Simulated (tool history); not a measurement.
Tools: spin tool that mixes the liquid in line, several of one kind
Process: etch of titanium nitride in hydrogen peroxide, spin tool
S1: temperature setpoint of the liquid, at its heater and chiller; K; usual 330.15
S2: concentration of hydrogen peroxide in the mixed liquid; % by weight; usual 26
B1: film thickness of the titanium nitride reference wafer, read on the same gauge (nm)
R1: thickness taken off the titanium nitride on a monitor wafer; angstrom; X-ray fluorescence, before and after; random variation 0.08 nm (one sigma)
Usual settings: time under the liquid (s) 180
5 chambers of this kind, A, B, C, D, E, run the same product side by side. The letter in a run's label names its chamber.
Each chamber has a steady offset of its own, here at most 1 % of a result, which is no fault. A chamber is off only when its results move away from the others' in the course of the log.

Run 1E, hour 9.8: usual settings; B1 109.99. Result: R1 93.682 angstrom.
At hour 13.7: chamber E: peroxide flow meter replaced.
At hour 17.1: chamber B: thermometer replaced.
Run 2A, hour 24.2: usual settings; B1 109.99. Result: R1 93.765 angstrom.
At hour 29.5: chamber C: thermometer replaced.
Run 3C, hour 36: usual settings; B1 110. Result: R1 92.048 angstrom.
Run 4D, hour 48.4: usual settings; B1 110. Result: R1 92.306 angstrom.
Run 5B, hour 58.4: usual settings but S2 29 % by weight; B1 110.01. Result: R1 94.206 angstrom.
Run 6A, hour 68.1: usual settings but S2 29 % by weight; B1 109.99. Result: R1 97.164 angstrom.
Run 7D, hour 82.4: usual settings but S2 29 % by weight; B1 110.01. Result: R1 93.129 angstrom.
At hour 88.7: chamber B: new drum of peroxide connected.
Run 8E, hour 90.5: usual settings but S2 29 % by weight; B1 110.01. Result: R1 94.775 angstrom.
Run 9B, hour 104.6: usual settings but S2 29 % by weight; B1 109.99. Result: R1 93.665 angstrom.
Run 10C, hour 116.7: usual settings; B1 110. Result: R1 91.453 angstrom.
Run 11B, hour 125.2: usual settings; B1 110. Result: R1 91.947 angstrom.
At hour 126.9: chamber A: peroxide flow meter replaced.
Run 12C, hour 133: usual settings; B1 109.99. Result: R1 92.317 angstrom.
At hour 145.6: chamber D: new drum of peroxide connected.
Run 13D, hour 145.6: usual settings; B1 110. Result: R1 91.945 angstrom.
Run 14A, hour 158.7: usual settings; B1 109.98. Result: R1 92.084 angstrom.
Run 15E, hour 167.8: usual settings; B1 110.01. Result: R1 92.578 angstrom.
Run 16C, hour 181.9: usual settings; B1 110. Result: R1 92.59 angstrom.
Run 17E, hour 196: usual settings; B1 109.98. Result: R1 91.799 angstrom.
Run 18A, hour 209.1: usual settings; B1 109.99. Result: R1 89.96 angstrom.
Run 19D, hour 221.3: usual settings; B1 109.99. Result: R1 93.022 angstrom.
Run 20B, hour 230.8: usual settings; B1 109.99. Result: R1 92.745 angstrom.
Run 21C, hour 244.6: usual settings; B1 109.99. Result: R1 91.883 angstrom.
Run 22B, hour 259.5: usual settings; B1 110.01. Result: R1 92.414 angstrom.
Run 23A, hour 272.4: usual settings; B1 110.02. Result: R1 89.158 angstrom.
Run 24D, hour 279.7: usual settings; B1 109.99. Result: R1 93.12 angstrom.
Run 25E, hour 287.6: usual settings; B1 109.99. Result: R1 93.025 angstrom.
Run 26A, hour 301.6: usual settings; B1 110.01. Result: R1 88.14 angstrom.
Run 27D, hour 314: usual settings; B1 110.01. Result: R1 93.126 angstrom.
Run 28E, hour 328.6: usual settings; B1 110.01. Result: R1 93.15 angstrom.
Run 29C, hour 335.9: usual settings; B1 109.97. Result: R1 93.486 angstrom.
Run 30B, hour 349.9: usual settings but S1 326.15 K, S2 29 % by weight; B1 109.99. Result: R1 72.257 angstrom.
Run 31A, hour 358.3: usual settings but S1 326.15 K, S2 29 % by weight; B1 110. Result: R1 66.102 angstrom.
At hour 360.4: chamber C: new drum of peroxide connected.
Run 32E, hour 373: usual settings but S1 326.15 K, S2 29 % by weight; B1 110. Result: R1 71.395 angstrom.
Run 33D, hour 380.5: usual settings but S1 326.15 K, S2 29 % by weight; B1 109.98. Result: R1 71.873 angstrom.
Run 34B, hour 394.7: usual settings but S1 326.15 K, S2 29 % by weight; B1 110. Result: R1 71.61 angstrom.
Run 35C, hour 403.6: usual settings; B1 110.01. Result: R1 92.535 angstrom.

Next, every chamber runs the same settings. What will each give?
Run 36A, hour 414.5: usual settings but S2 19 % by weight. Result: R1 ?.
Run 36B, hour 414.5: usual settings but S2 19 % by weight. Result: R1 ?.
Run 36C, hour 414.5: usual settings but S2 19 % by weight. Result: R1 ?.
Run 36D, hour 414.5: usual settings but S2 19 % by weight. Result: R1 ?.
Run 36E, hour 414.5: usual settings but S2 19 % by weight. Result: R1 ?.

run      R1
36A  78.757
36B  85.607
36C  87.831
36D   87.83
36E  87.457
